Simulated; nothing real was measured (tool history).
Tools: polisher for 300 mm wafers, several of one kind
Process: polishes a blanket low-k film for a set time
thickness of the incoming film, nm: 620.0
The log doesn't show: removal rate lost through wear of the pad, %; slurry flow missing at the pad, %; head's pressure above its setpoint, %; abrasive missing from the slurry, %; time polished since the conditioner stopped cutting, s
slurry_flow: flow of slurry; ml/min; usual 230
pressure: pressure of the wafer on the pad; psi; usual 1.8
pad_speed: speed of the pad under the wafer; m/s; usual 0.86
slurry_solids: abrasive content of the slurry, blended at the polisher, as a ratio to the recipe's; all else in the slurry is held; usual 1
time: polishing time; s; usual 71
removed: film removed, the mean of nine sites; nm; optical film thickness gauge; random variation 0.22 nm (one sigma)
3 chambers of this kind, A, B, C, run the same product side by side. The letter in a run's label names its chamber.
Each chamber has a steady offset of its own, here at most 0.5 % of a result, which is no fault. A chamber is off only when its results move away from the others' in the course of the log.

| run | hour | slurry_flow | pressure | pad_speed | slurry_solids | time | wafers polished on this pad | hours since the slurry nozzle was cleaned | hours since the head pressure was calibrated | hours since the slurry blender was calibrated | hours since the conditioning disc was replaced | removed |
|---|---|---|---|---|---|---|---|---|---|---|---|---|
|  | 0.1 | chamber B: slurry nozzle cleaned |
| 1B | 1.9 | 230 | 1.8 | 0.86 | 1 | 71 | 180 | 1.9 | 157.4 | 184.8 | 100.3 | 25.147 |
|  | 2.7 | chamber A: worn pad replaced by a new one |
| 2C | 4 | 230 | 1.8 | 0.86 | 1 | 71 | 413 | 70.7 | 977.7 | 99.4 | 71.6 | 25.454 |
| 3A | 6.5 | 230 | 1.8 | 0.86 | 1 | 71 | 54 | 175 | 265.5 | 268.1 | 54.8 | 25.925 |
| 4C | 9 | 230 | 1.8 | 0.86 | 1 | 71 | 482 | 75.7 | 982.7 | 104.4 | 76.6 | 25.063 |
| 5A | 12.1 | 230 | 1.8 | 0.86 | 1 | 71 | 132 | 180.6 | 271.1 | 273.7 | 60.4 | 25.562 |
| 6B | 15.8 | 230 | 1.8 | 0.86 | 1 | 71 | 374 | 15.8 | 171.3 | 198.7 | 114.2 | 25.704 |
| 7C | 20 | 230 | 1.8 | 0.86 | 1 | 71 | 635 | 86.7 | 993.7 | 115.4 | 87.6 | 24.881 |
| 8A | 23.4 | 230 | 1.8 | 0.86 | 1 | 71 | 289 | 191.9 | 282.4 | 285 | 71.7 | 25.68 |
| 9B | 27.5 | 200 | 1.4 | 0.86 | 1 | 71 | 537 | 27.5 | 183 | 210.4 | 125.9 | 19.621 |
| 10B | 29.4 | 200 | 1.4 | 0.86 | 1 | 71 | 563 | 29.4 | 184.9 | 212.3 | 127.8 | 19.555 |
|  | 30.3 | chamber B: worn pad replaced by a new one |
| 11C | 32.2 | 200 | 1.4 | 0.86 | 1 | 71 | 805 | 98.9 | 1005.9 | 127.6 | 99.8 | 19.028 |
| 12A | 35.3 | 230 | 2 | 0.86 | 1 | 62 | 454 | 203.8 | 294.3 | 296.9 | 83.6 | 24.967 |
| 13B | 37.4 | 230 | 2 | 0.86 | 1 | 62 | 99 | 37.4 | 192.9 | 220.3 | 135.8 | 24.688 |
| 14C | 40.1 | 230 | 2 | 0.86 | 1 | 62 | 915 | 106.8 | 1013.8 | 135.5 | 107.7 | 24.295 |
| 15A | 43.1 | 230 | 1.8 | 0.86 | 1 | 71 | 563 | 211.6 | 302.1 | 304.7 | 91.4 | 25.49 |
| 16A | 46.9 | 230 | 1.4 | 0.86 | 1 | 71 | 616 | 215.4 | 305.9 | 308.5 | 95.2 | 19.591 |
| 17C | 48.8 | 230 | 1.4 | 0.86 | 1 | 71 | 1036 | 115.5 | 1022.5 | 144.2 | 116.4 | 19.059 |
|  | 48.9 | chamber A: slurry blender recalibrated |
|  | 50.2 | chamber A: slurry nozzle cleaned |
| 18B | 52 | 230 | 1.4 | 0.86 | 1 | 71 | 303 | 52 | 207.5 | 234.9 | 150.4 | 19.764 |
|  | 52.8 | chamber C: worn pad replaced by a new one |
| 19A | 54.2 | 230 | 1.8 | 0.86 | 1 | 71 | 718 | 4.1 | 313.2 | 5.4 | 102.5 | 25.356 |
| 20B | 56.7 | 230 | 1.8 | 0.86 | 1 | 71 | 368 | 56.7 | 212.2 | 239.6 | 155.1 | 25.235 |
| 21C | 60.9 | 230 | 1.8 | 0.86 | 1 | 71 | 113 | 127.6 | 1034.6 | 156.3 | 128.5 | 24.893 |
| 22C | 64.5 | 230 | 1.8 | 0.86 | 1 | 71 | 163 | 131.2 | 1038.2 | 159.9 | 132.1 | 24.841 |
|  | 65.9 | chamber C: conditioning disc replaced and pad reconditioned |
| 23A | 68.6 | 230 | 1.8 | 0.86 | 1 | 71 | 918 | 18.5 | 327.6 | 19.8 | 116.9 | 25.229 |
|  | 69.1 | chamber B: worn pad replaced by a new one |
| 24B | 71.6 | 230 | 1.8 | 0.86 | 1 | 71 | 35 | 71.6 | 227.1 | 254.5 | 170 | 25.571 |
| 25B | 75 | 230 | 1.8 | 0.86 | 1 | 71 | 82 | 75 | 230.5 | 257.9 | 173.4 | 25.505 |
| 26C | 79.1 | 230 | 1.8 | 0.86 | 1 | 93 | 366 | 145.8 | 1052.8 | 174.5 | 13.3 | 31.761 |
| 27A | 82.9 | 230 | 1.8 | 0.86 | 1 | 93 | 1117 | 32.8 | 341.9 | 34.1 | 131.2 | 33.638 |
|  | 84.6 | chamber A: worn pad replaced by a new one |
| 28C | 86.8 | 230 | 1.8 | 0.86 | 1 | 93 | 474 | 153.5 | 1060.5 | 182.2 | 21 | 31.519 |
| 29A | 90.5 | 230 | 1.8 | 0.86 | 1 | 71 | 82 | 40.4 | 349.5 | 41.7 | 138.8 | 25.558 |
| 30B | 92.5 | 230 | 1.8 | 0.86 | 1 | 71 | 325 | 92.5 | 248 | 275.4 | 190.9 | 25.268 |
| 31A | 96.3 | 230 | 1.8 | 0.86 | 1 | 71 | 163 | 46.2 | 355.3 | 47.5 | 144.6 | 25.687 |
| 32C | 99.1 | 230 | 1.8 | 0.86 | 1 | 71 | 645 | 165.8 | 1072.8 | 194.5 | 33.3 | 23.62 |
| 33B | 102.4 | 230 | 1.8 | 0.86 | 1 | 71 | 463 | 102.4 | 257.9 | 285.3 | 200.8 | 25.27 |

What goes on in this fleet: one chamber off, a drifting gauge, or nothing beyond the chambers' own small offsets? Name the chamber and the cause, if any.

Chamber C drifts away from the others.
Cause: abrasive missing from the slurry, % = 12.4.
The log may not tell that from: slurry flow missing at the pad, %; head's pressure below its setpoint, %.

Here are 4 candidates for chamber C's next run, each the usual settings with a change, their results left as question marks. Which one brings its results back in line with what the others give on the usual settings?
In line means no further than this from the other chambers' mean on the usual settings: removed 0.77 nm
| 34C-1 | 105.5 | 230 | 1.9 | 0.92 | 1 | 71 |  |  |  |  |  | ? |
| 34C-2 | 105.5 | 230 | 1.8 | 0.86 | 1 | 63 |  |  |  |  |  | ? |
| 34C-3 | 105.5 | 230 | 1.7 | 0.86 | 1 | 71 |  |  |  |  |  | ? |
| 34C-4 | 105.5 | 230 | 1.8 | 0.88 | 1 | 74 |  |  |  |  |  | ? |

The other chambers' mean on the usual settings: removed 25.387 nm
| run | removed |
|---|---|
| 34C-1 | 26.508 |
| 34C-2 | 21.114 |
| 34C-3 | 22.464 |
| 34C-4 | 25.257 |
34C-4 brings the chamber back in line.
